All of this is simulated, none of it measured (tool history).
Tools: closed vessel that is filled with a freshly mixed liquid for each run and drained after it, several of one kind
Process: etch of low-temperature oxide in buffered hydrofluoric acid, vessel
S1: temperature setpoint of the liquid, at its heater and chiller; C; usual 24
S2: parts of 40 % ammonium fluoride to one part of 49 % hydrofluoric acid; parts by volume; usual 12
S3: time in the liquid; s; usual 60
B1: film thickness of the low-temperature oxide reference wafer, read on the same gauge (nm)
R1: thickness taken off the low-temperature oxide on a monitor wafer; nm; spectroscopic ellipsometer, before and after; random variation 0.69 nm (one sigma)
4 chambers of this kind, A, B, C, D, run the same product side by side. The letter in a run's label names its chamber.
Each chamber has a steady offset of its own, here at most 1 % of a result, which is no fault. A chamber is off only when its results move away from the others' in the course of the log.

run 1C hour=7.4 | S1=24 S2=12 S3=60 | B1=120.02 | R1=163.8
run 2D hour=12.2 | S1=24 S2=12 S3=60 | B1=120.02 | R1=160.92
run 3B hour=17.2 | S1=24 S2=12 S3=60 | B1=119.97 | R1=159.92
run 4A hour=21.7 | S1=24 S2=12 S3=60 | B1=120.03 | R1=160.39
run 5B hour=28.6 | S1=24 S2=12 S3=60 | B1=119.98 | R1=160.44
run 6C hour=35.2 | S1=24 S2=12 S3=60 | B1=120.04 | R1=163.57
run 7A hour=40.4 | S1=22.5 S2=15 S3=60 | B1=120.02 | R1=119.22
run 8D hour=47.2 | S1=22.5 S2=15 S3=60 | B1=120.04 | R1=118.72
run 9D hour=51.9 | S1=22.5 S2=15 S3=60 | B1=120 | R1=118.77
run 10A hour=58.4 | S1=22.5 S2=15 S3=60 | B1=120.01 | R1=119.23
run 11B hour=64.5 | S1=24 S2=12 S3=60 | B1=120.02 | R1=159.9
run 12C hour=71.3 | S1=24 S2=12 S3=60 | B1=120.02 | R1=162.27
run 13D hour=78.8 | S1=24 S2=12 S3=60 | B1=120.01 | R1=159.92
run 14B hour=83.9 | S1=24 S2=12 S3=60 | B1=120.02 | R1=160.87
run 15A hour=88.7 | S1=24 S2=12 S3=60 | B1=120.02 | R1=159.75
run 16C hour=95.5 | S1=24 S2=12 S3=85 | B1=120.02 | R1=232.27
run 17C hour=103.2 | S1=24 S2=12 S3=85 | B1=119.99 | R1=232.11
run 18B hour=109.5 | S1=24 S2=12 S3=85 | B1=119.99 | R1=226.41
run 19A hour=117.1 | S1=24 S2=12 S3=85 | B1=119.99 | R1=228.54
run 20D hour=122.3 | S1=24 S2=12 S3=60 | B1=119.98 | R1=158.88
run 21B hour=129.3 | S1=24 S2=12 S3=60 | B1=120 | R1=160.45
run 22D hour=136.3 | S1=24 S2=12 S3=60 | B1=120.01 | R1=158.54
run 23A hour=141.2 | S1=24 S2=12 S3=60 | B1=119.98 | R1=162.42
run 24C hour=148.5 | S1=24 S2=12 S3=60 | B1=119.99 | R1=162.56
run 25C hour=154.2 | S1=24 S2=12 S3=60 | B1=120 | R1=163.95
run 26D hour=160.7 | S1=24 S2=12 S3=60 | B1=119.99 | R1=159.18
run 27A hour=165.4 | S1=24 S2=12 S3=60 | B1=120.02 | R1=160.57
run 28B hour=173.3 | S1=24 S2=12 S3=60 | B1=120 | R1=160.21
run 29D hour=181.2 | S1=24 S2=12 S3=60 | B1=120 | R1=158.42
run 30A hour=187.5 | S1=24 S2=12 S3=60 | B1=119.99 | R1=160.01
run 31C hour=193.2 | S1=24 S2=12 S3=60 | B1=119.98 | R1=163.05
run 32B hour=198.7 | S1=24 S2=12 S3=60 | B1=120 | R1=160.52
run 33B hour=206.4 | S1=24 S2=12 S3=60 | B1=119.99 | R1=161.38
run 34C hour=214.6 | S1=24 S2=12 S3=60 | B1=120.01 | R1=163.21

All 4 chambers run these settings next. Forecast each chamber's results:
run 35A hour=220.6 | S1=20.5 S2=12 S3=60 | R1=?
run 35B hour=220.6 | S1=20.5 S2=12 S3=60 | R1=?
run 35C hour=220.6 | S1=20.5 S2=12 S3=60 | R1=?
run 35D hour=220.6 | S1=20.5 S2=12 S3=60 | R1=?

run=35A R1=133.02
run=35B R1=132.77
run=35C R1=133.66
run=35D R1=130.77
